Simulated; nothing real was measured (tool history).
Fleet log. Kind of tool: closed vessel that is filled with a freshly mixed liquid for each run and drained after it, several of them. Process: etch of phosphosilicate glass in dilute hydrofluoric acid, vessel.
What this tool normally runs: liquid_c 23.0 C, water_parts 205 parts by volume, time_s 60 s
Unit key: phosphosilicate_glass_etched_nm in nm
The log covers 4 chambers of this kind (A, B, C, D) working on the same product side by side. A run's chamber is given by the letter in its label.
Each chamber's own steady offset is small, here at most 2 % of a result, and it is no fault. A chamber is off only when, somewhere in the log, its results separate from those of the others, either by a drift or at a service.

run,hour,liquid_c,water_parts,time_s,"read-back film thickness of the phosphosilicate glass reference wafer, read on the same gauge (nm)",phosphosilicate_glass_etched_nm
1D,4.6,23.0,205,60,130.00,28.004
2C,7.7,23.0,205,60,129.99,27.895
3A,11.0,23.0,205,60,129.99,28.732
4B,14.0,23.0,205,60,130.01,27.410
5D,17.4,23.0,205,60,130.00,28.030
6A,20.3,23.0,205,60,130.03,28.515
7B,25.0,23.0,205,60,130.02,27.925
8C,29.8,23.0,205,60,130.01,28.223
9B,33.4,23.0,205,60,129.99,27.572
10A,36.0,23.0,205,60,130.00,28.657
11D,38.4,23.0,205,60,129.99,28.912
12C,42.3,23.0,205,60,130.00,28.262
13B,47.3,23.0,205,60,129.99,27.925
14A,49.9,23.0,205,60,130.00,28.043
15D,53.4,23.0,205,60,129.99,29.537
16C,58.0,23.0,205,60,130.00,27.840
17D,60.3,23.0,205,60,130.00,29.771
18A,64.0,20.5,265,60,130.00,18.777
19B,66.2,20.5,265,60,130.02,18.289
20C,70.0,20.5,265,60,129.98,18.477
21A,74.5,20.5,265,60,129.98,18.883
22B,78.9,23.0,205,60,130.00,28.241
23D,81.7,23.0,205,60,130.01,30.751
24C,86.2,23.0,205,60,130.00,28.037

One chamber off, gauge drift, or nothing amiss beyond the chambers' own small offsets? If it is a chamber, which one, and what is the likeliest cause?

It is chamber D that slowly wanders off from its peers.
What lies behind it: hydrofluoric acid flow above the setpoint (%) = 9.24.
With only this log, it may be confused with: liquid hotter than its thermometer reads (K).

Here are 4 candidates for chamber D's next run, each the usual settings with a change, their results left as question marks. Which one brings its results back in line with what the others give on the usual settings?
To be in line, a result may differ from the other chambers' mean on the usual settings by at most: phosphosilicate_glass_etched_nm 0.950 nm
25D-1,89.9,23.0,190,60,,?
25D-2,89.9,23.0,200,60,,?
25D-3,89.9,23.0,205,55,,?
25D-4,89.9,23.0,210,60,,?

The mean the other chambers reach with the usual settings: phosphosilicate_glass_etched_nm 28.115 nm
run,phosphosilicate_glass_etched_nm
25D-1,33.929
25D-2,31.932
25D-3,28.427
25D-4,30.133
The right change is 25D-3: it brings the chamber back within the allowed miss of the others.
